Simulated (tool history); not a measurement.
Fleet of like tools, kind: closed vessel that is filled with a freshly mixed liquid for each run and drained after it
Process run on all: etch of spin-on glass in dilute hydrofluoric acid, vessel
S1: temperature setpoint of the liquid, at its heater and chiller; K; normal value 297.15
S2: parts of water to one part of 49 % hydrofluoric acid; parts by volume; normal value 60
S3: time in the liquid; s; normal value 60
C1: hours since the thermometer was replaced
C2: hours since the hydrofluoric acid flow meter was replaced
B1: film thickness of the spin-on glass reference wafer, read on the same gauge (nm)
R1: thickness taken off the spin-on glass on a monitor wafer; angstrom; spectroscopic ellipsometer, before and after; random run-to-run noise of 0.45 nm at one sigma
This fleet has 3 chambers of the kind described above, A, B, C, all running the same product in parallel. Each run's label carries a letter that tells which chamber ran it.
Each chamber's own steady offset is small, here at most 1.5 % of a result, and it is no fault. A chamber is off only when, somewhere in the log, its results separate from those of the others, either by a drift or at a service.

run 1C hour=4.3 | S1=297.15 S2=60 S3=60 | C1=1595.4 C2=14.5 | B1=150.01 | R1=510.02
run 2A hour=11 | S1=297.15 S2=60 S3=60 | C1=664.5 C2=126.6 | B1=150.06 | R1=513.38
run 3B hour=20.3 | S1=297.15 S2=60 S3=60 | C1=44.5 C2=189.6 | B1=150.03 | R1=506.12
run 4B hour=24.7 | S1=297.15 S2=60 S3=60 | C1=48.9 C2=194 | B1=150.01 | R1=509.79
run 5A hour=31.2 | S1=297.15 S2=60 S3=60 | C1=684.7 C2=146.8 | B1=150 | R1=505.41
run 6C hour=36 | S1=297.15 S2=60 S3=60 | C1=1627.1 C2=46.2 | B1=149.98 | R1=515.91
run 7B hour=45 | S1=297.15 S2=60 S3=60 | C1=69.2 C2=214.3 | B1=150.02 | R1=504.2
run 8A hour=54.2 | S1=297.15 S2=50 S3=90 | C1=707.7 C2=169.8 | B1=149.98 | R1=929.81
run 9C hour=59.4 | S1=297.15 S2=50 S3=90 | C1=1650.5 C2=69.6 | B1=150.01 | R1=919.18
run 10A hour=68 | S1=297.15 S2=50 S3=90 | C1=721.5 C2=183.6 | B1=150.03 | R1=935.67
run 11B hour=76.9 | S1=297.15 S2=60 S3=60 | C1=101.1 C2=246.2 | B1=150.01 | R1=505.46
run 12C hour=84.8 | S1=297.15 S2=60 S3=60 | C1=1675.9 C2=95 | B1=149.99 | R1=499.56
run 13A hour=92.9 | S1=297.15 S2=60 S3=60 | C1=746.4 C2=208.5 | B1=150.01 | R1=520.72
run 14C hour=100.2 | S1=297.15 S2=60 S3=60 | C1=1691.3 C2=110.4 | B1=150.02 | R1=500.99
run 15B hour=105.5 | S1=297.15 S2=60 S3=60 | C1=129.7 C2=274.8 | B1=150.01 | R1=501.8
run 16C hour=112.5 | S1=297.15 S2=80 S3=85 | C1=1703.6 C2=122.7 | B1=149.99 | R1=527.32
run 17B hour=119.3 | S1=297.15 S2=80 S3=85 | C1=143.5 C2=288.6 | B1=149.98 | R1=519.94
run 18A hour=125.4 | S1=297.15 S2=80 S3=85 | C1=778.9 C2=241 | B1=150.02 | R1=538.51
run 19C hour=132.5 | S1=297.15 S2=60 S3=60 | C1=1723.6 C2=142.7 | B1=150.01 | R1=504.61
run 20A hour=138.8 | S1=297.15 S2=60 S3=60 | C1=792.3 C2=254.4 | B1=150.02 | R1=511.06
run 21B hour=148 | S1=297.15 S2=60 S3=60 | C1=172.2 C2=317.3 | B1=150 | R1=502.63

Is one chamber off against the others, does the gauge drift, or is nothing wrong? If a chamber is off, say which, and what the likeliest cause is.

Nothing is wrong: each chamber keeps only its own small, steady offset and the gauge holds still.
